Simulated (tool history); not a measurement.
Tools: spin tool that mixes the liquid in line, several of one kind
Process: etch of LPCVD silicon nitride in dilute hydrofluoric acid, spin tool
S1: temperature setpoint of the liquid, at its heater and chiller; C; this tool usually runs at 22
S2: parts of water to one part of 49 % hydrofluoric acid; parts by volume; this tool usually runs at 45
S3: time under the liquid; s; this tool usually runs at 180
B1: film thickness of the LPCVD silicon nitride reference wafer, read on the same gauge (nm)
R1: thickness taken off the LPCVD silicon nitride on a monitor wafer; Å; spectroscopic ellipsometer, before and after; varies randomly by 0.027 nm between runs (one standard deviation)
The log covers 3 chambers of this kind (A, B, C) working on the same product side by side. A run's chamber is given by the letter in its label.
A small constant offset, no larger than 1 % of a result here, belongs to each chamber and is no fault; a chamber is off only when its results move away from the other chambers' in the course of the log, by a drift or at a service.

run	hour	S1	S2	S3	B1	R1
1B	8.6	22	45	180	90.01	16.172
2C	12.6	22	45	180	89.994	16.555
3A	20.5	22	45	180	89.994	16.279
4B	24.4	22	45	180	90.007	16.023
5C	32.3	22	45	180	90.019	15.979
6A	39.7	22	45	180	90.007	16.674
7B	46	22	45	180	90.006	15.974
8A	50	22	45	180	89.998	16.091
9C	57	22	45	135	89.993	12.238
10C	62.8	22	45	135	90.012	12.411
11B	69.1	22	45	135	90.006	12.528
12A	76.7	22	45	180	89.996	16.016
# hour 77: chamber B: hydrofluoric acid flow meter replaced
# hour 77: chamber C: hydrofluoric acid flow meter replaced
13B	84.1	22	45	180	90.009	16.229
14A	89.9	22	45	180	90.012	16.203
15C	97.1	22	45	180	89.997	16.22
16B	101.3	27	45	120	89.994	15.279
17A	108.4	27	45	120	89.99	15.048
18C	114.5	27	45	120	89.983	15.521
19C	119.1	22	45	180	90.014	16.46
20B	127	22	45	180	89.994	15.955
21A	132	22	45	180	90.002	16.076
22C	137.9	22	55	180	90.001	13.38
23B	143.4	22	55	180	89.982	13.779
24A	147.2	22	55	180	89.977	13.657
25A	154.2	22	45	180	89.989	16.016
26C	158.4	22	45	180	89.998	16.455
27B	163	22	45	180	89.988	16.176
28A	169.3	22	45	180	90	16.406
29B	173.1	19	30	180	89.997	19.306
30C	177.3	19	30	180	89.988	19.71
31B	185.6	19	30	180	89.999	19.942
32C	189.7	22	45	180	90.002	15.793
33A	197.5	22	45	180	90.009	16.339
34B	201.5	22	55	180	89.984	13.298
35A	206.9	22	55	180	90.006	13.352
36C	215.2	22	55	180	89.988	13.21
37A	219.8	22	45	180	89.997	16.24
38B	228	22	45	180	90.005	16.372
39C	233.1	22	45	180	89.988	16.063
40C	237.6	22	45	180	89.995	16.343
41A	243.8	22	45	180	90.011	15.91
42B	248	22	45	180	90.015	16.14
43C	254.4	22	45	180	89.995	16.492

Decide between three cases: one chamber stands off from its peers, the gauge reading all wafers drifts, or nothing is wrong past each chamber's small offset. Where a chamber is off, say which and what most likely put it there.

Beyond each chamber's small constant offset nothing stands out, and the gauge stays steady.
